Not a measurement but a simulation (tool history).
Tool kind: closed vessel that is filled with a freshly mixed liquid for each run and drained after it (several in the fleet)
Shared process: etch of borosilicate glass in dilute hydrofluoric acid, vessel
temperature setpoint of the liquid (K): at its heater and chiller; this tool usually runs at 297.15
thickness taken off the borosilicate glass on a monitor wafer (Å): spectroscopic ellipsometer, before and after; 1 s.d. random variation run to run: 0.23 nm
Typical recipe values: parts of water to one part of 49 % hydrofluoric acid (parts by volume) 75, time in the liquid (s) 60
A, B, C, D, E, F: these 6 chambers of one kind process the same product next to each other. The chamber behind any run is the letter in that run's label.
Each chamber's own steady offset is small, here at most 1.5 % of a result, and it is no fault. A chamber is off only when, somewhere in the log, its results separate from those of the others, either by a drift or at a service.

run,day,temperature setpoint of the liquid (K),parts of water to one part of 49 % hydrofluoric acid (parts by volume),time in the liquid (s),"read-back film thickness of the borosilicate glass reference wafer, read on the same gauge (nm)",thickness taken off the borosilicate glass on a monitor wafer (Å)
1A,0.183,297.15,75,60,140.02,350.35
2C,0.546,297.15,75,60,140.00,350.20
3E,0.833,297.15,75,60,140.00,349.58
4B,1.075,297.15,75,60,140.01,349.23
# day 1.096: chamber C: hydrofluoric acid flow meter replaced
5D,1.446,297.15,75,60,140.03,348.33
6F,1.792,297.15,75,60,139.98,350.04
7D,1.988,297.15,75,60,139.99,347.09
8A,2.254,298.65,50,60,139.99,576.51
9F,2.583,298.65,50,60,139.99,571.51
10E,2.833,298.65,50,60,139.98,566.73
11C,3.104,298.65,50,60,140.01,566.26
# day 3.350: chamber F: hydrofluoric acid flow meter replaced
12B,3.421,298.65,50,60,140.02,583.72
13A,3.646,298.65,50,60,139.99,571.15
14F,3.846,297.15,75,60,140.02,343.79
15E,4.088,297.15,75,60,140.01,347.04
16B,4.275,302.15,75,60,139.99,436.32
17C,4.517,302.15,75,60,140.03,424.84
18D,4.712,302.15,75,60,139.99,418.26
19A,4.983,302.15,75,60,140.00,429.81
20F,5.225,302.15,75,60,139.96,424.80
21D,5.462,302.15,75,60,140.01,422.50
22C,5.729,297.15,75,60,140.00,351.07
23B,6.042,297.15,75,60,140.02,367.05
24E,6.333,297.15,75,60,139.98,351.59
25C,6.542,297.15,75,60,140.01,347.39
# day 6.712: chamber D: hydrofluoric acid flow meter replaced
26F,6.875,297.15,75,60,139.98,350.63
27B,7.129,297.15,75,60,140.01,369.23
28E,7.346,297.15,75,60,140.01,348.07
29A,7.521,299.15,75,60,140.01,382.27
30D,7.721,299.15,75,60,140.02,379.20
31A,7.967,299.15,75,60,139.98,384.72
32D,8.325,299.15,75,60,140.01,380.34
33B,8.704,299.15,75,60,140.03,399.74
34C,8.954,299.15,75,60,139.99,377.52
35E,9.175,297.15,75,60,139.99,346.85
36F,9.525,301.65,75,45,140.00,314.50
37A,9.742,301.65,75,45,140.00,312.55
38D,9.929,301.65,75,45,139.99,312.07
39B,10.296,301.65,75,45,140.00,336.38
40F,10.629,301.65,75,45,140.02,313.67
41C,10.842,301.65,75,45,140.00,314.46

Each of the 6 chambers runs these same settings next. Fill in every chamber's results:
42A,11.117,297.15,75,60,,?
42B,11.117,297.15,75,60,,?
42C,11.117,297.15,75,60,,?
42D,11.117,297.15,75,60,,?
42E,11.117,297.15,75,60,,?
42F,11.117,297.15,75,60,,?

run,thickness taken off the borosilicate glass on a monitor wafer (Å)
42A,352.72
42B,377.02
42C,344.62
42D,351.93
42E,348.60
42F,352.82
